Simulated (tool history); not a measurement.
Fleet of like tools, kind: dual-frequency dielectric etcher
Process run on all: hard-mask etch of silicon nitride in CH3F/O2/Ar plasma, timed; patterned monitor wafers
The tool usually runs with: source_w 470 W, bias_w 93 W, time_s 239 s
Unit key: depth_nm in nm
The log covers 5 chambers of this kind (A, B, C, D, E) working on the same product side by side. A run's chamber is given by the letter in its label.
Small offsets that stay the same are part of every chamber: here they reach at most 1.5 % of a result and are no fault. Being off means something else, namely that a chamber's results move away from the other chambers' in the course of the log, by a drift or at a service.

run	hour	source_w	bias_w	time_s	read-back reference wafer on the same gauge, depth_nm	depth_nm
1E	11.3	470	93	239	202.94	190.06
2D	22.2	470	93	239	202.97	197.54
3C	31.2	470	93	239	203.01	197.55
# hour 39.6: chamber C: source power generator calibrated
4A	43.1	470	93	239	202.64	197.37
5B	55.4	470	93	239	202.89	194.76
# hour 68: chamber D: bias power generator calibrated
6D	69.9	470	93	239	202.99	195.68
# hour 74.2: chamber C: wet clean of the chamber
7C	81.5	470	93	239	203.04	195.02
8E	94.9	470	93	239	203.21	192.72
9B	108.2	470	93	275	202.9	225.48
10A	117.4	470	93	275	202.79	225.04
11E	123.8	470	93	275	203.03	221.31
12D	137.8	470	93	275	203	224.89
13B	152.1	470	93	275	202.8	224.69
# hour 161.3: chamber A: wet clean of the chamber
# hour 162.7: chamber D: wet clean of the chamber
14A	166.6	510	76	239	202.88	187.63
15C	176	510	76	239	203.05	186.88
16E	186	510	76	239	203.02	185.61
17C	194.3	510	76	239	203.17	189.1
18B	208.7	510	76	239	203.03	186.63
19A	222	470	93	239	203.17	194.59
20D	236.5	470	93	239	202.74	195.58
21B	250.1	470	93	239	203.01	195.35
22E	258.5	470	93	239	202.91	194.56
23C	268.7	470	93	239	202.93	196.19
24D	275.6	470	93	239	202.95	196.47
25A	284	420	93	239	202.98	188.92
# hour 293: chamber B: source power generator calibrated
26B	296	420	93	239	203.23	187.52
27E	302.7	420	93	239	203.2	184.72
# hour 312: chamber B: wet clean of the chamber
28A	314.3	420	93	239	202.75	186.2
29D	329	420	93	239	202.86	186.04
30C	343	470	93	239	202.79	197.56
31A	354.8	470	93	239	202.94	194.37
32E	361.9	470	93	239	203.15	192.1
33B	368.4	470	93	239	202.91	194.95
34C	375.6	470	93	239	203.18	195.15
35D	383.7	470	93	239	203.2	195.8
36B	391.1	470	93	239	203.13	195.69
# hour 392.6: chamber E: wet clean of the chamber
37D	401.2	470	93	239	203.1	197.61
38A	414.9	550	93	191	203.04	164.84
39C	425.9	550	93	191	202.62	167.35
# hour 428.4: chamber E: source power generator calibrated
40E	435.4	550	93	191	203.16	163.17
41A	445.4	550	93	191	202.79	164.91
42B	457.8	550	93	191	203.05	165.55

Does one chamber stand apart from the rest, does the shared gauge drift, or is all well apart from small per-chamber offsets? Give the chamber and the most likely cause, where there is one.

Neither any chamber nor the gauge drifts; the chambers differ only by their own small, steady offsets.
